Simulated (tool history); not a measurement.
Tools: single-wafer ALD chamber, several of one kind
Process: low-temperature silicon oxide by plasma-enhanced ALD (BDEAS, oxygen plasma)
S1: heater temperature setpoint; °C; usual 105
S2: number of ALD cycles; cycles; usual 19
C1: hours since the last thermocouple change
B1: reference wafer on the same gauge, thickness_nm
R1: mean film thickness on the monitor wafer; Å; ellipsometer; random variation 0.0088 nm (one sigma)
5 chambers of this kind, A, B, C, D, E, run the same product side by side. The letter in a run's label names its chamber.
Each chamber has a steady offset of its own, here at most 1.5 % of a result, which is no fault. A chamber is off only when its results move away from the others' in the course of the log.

run 1A hour=4.7 | S1=105 S2=19 | C1=516.2 | B1=2.2719 | R1=27.000
run 2E hour=10.5 | S1=105 S2=19 | C1=796.5 | B1=2.2700 | R1=26.809
run 3B hour=17.4 | S1=105 S2=19 | C1=830.0 | B1=2.2699 | R1=26.584
run 4C hour=23.9 | S1=105 S2=19 | C1=430.9 | B1=2.2710 | R1=26.930
run 5D hour=29.6 | S1=105 S2=19 | C1=459.6 | B1=2.2705 | R1=26.803
run 6A hour=34.9 | S1=105 S2=19 | C1=546.4 | B1=2.2703 | R1=27.074
run 7B hour=41.9 | S1=105 S2=19 | C1=854.5 | B1=2.2677 | R1=26.670
run 8C hour=47.1 | S1=105 S2=19 | C1=454.1 | B1=2.2683 | R1=26.866
run 9E hour=51.7 | S1=105 S2=19 | C1=837.7 | B1=2.2700 | R1=26.841
run 10D hour=57.4 | S1=105 S2=19 | C1=487.4 | B1=2.2703 | R1=26.578
run 11D hour=61.7 | S1=105 S2=19 | C1=491.7 | B1=2.2694 | R1=26.671
run 12C hour=68.2 | S1=105 S2=19 | C1=475.2 | B1=2.2677 | R1=26.988
run 13B hour=73.3 | S1=105 S2=19 | C1=885.9 | B1=2.2677 | R1=26.578
run 14E hour=78.4 | S1=105 S2=19 | C1=864.4 | B1=2.2698 | R1=26.848
run 15A hour=82.7 | S1=105 S2=19 | C1=594.2 | B1=2.2719 | R1=26.956
run 16B hour=88.6 | S1=105 S2=19 | C1=901.2 | B1=2.2712 | R1=26.561
run 17A hour=93.9 | S1=105 S2=19 | C1=605.4 | B1=2.2698 | R1=27.026
run 18E hour=99.3 | S1=105 S2=19 | C1=885.3 | B1=2.2710 | R1=26.819
run 19C hour=106.6 | S1=105 S2=19 | C1=513.6 | B1=2.2698 | R1=27.136
run 20D hour=112.0 | S1=105 S2=19 | C1=542.0 | B1=2.2703 | R1=26.689
run 21B hour=119.2 | S1=105 S2=19 | C1=931.8 | B1=2.2686 | R1=26.553
run 22E hour=123.2 | S1=105 S2=19 | C1=909.2 | B1=2.2701 | R1=26.882
run 23D hour=130.2 | S1=95 S2=21 | C1=560.2 | B1=2.2705 | R1=30.221
run 24C hour=137.0 | S1=95 S2=21 | C1=544.0 | B1=2.2701 | R1=30.736
run 25A hour=144.2 | S1=95 S2=21 | C1=655.7 | B1=2.2723 | R1=30.934
run 26A hour=148.5 | S1=95 S2=21 | C1=660.0 | B1=2.2697 | R1=30.585
run 27C hour=154.3 | S1=95 S2=21 | C1=561.3 | B1=2.2705 | R1=30.614
run 28D hour=157.7 | S1=105 S2=19 | C1=587.7 | B1=2.2694 | R1=26.565
run 29E hour=162.6 | S1=105 S2=21 | C1=948.6 | B1=2.2686 | R1=29.488
run 30B hour=167.9 | S1=105 S2=21 | C1=980.5 | B1=2.2720 | R1=29.401
run 31A hour=173.3 | S1=105 S2=21 | C1=684.8 | B1=2.2714 | R1=29.891
run 32B hour=178.3 | S1=105 S2=21 | C1=990.9 | B1=2.2690 | R1=29.212

Next, every chamber runs the same settings. What will each give?
run 33A hour=183.7 | S1=100 S2=19 | R1=?
run 33B hour=183.7 | S1=100 S2=19 | R1=?
run 33C hour=183.7 | S1=100 S2=19 | R1=?
run 33D hour=183.7 | S1=100 S2=19 | R1=?
run 33E hour=183.7 | S1=100 S2=19 | R1=?

run=33A R1=27.465
run=33B R1=26.736
run=33C R1=27.108
run=33D R1=26.868
run=33E R1=26.933

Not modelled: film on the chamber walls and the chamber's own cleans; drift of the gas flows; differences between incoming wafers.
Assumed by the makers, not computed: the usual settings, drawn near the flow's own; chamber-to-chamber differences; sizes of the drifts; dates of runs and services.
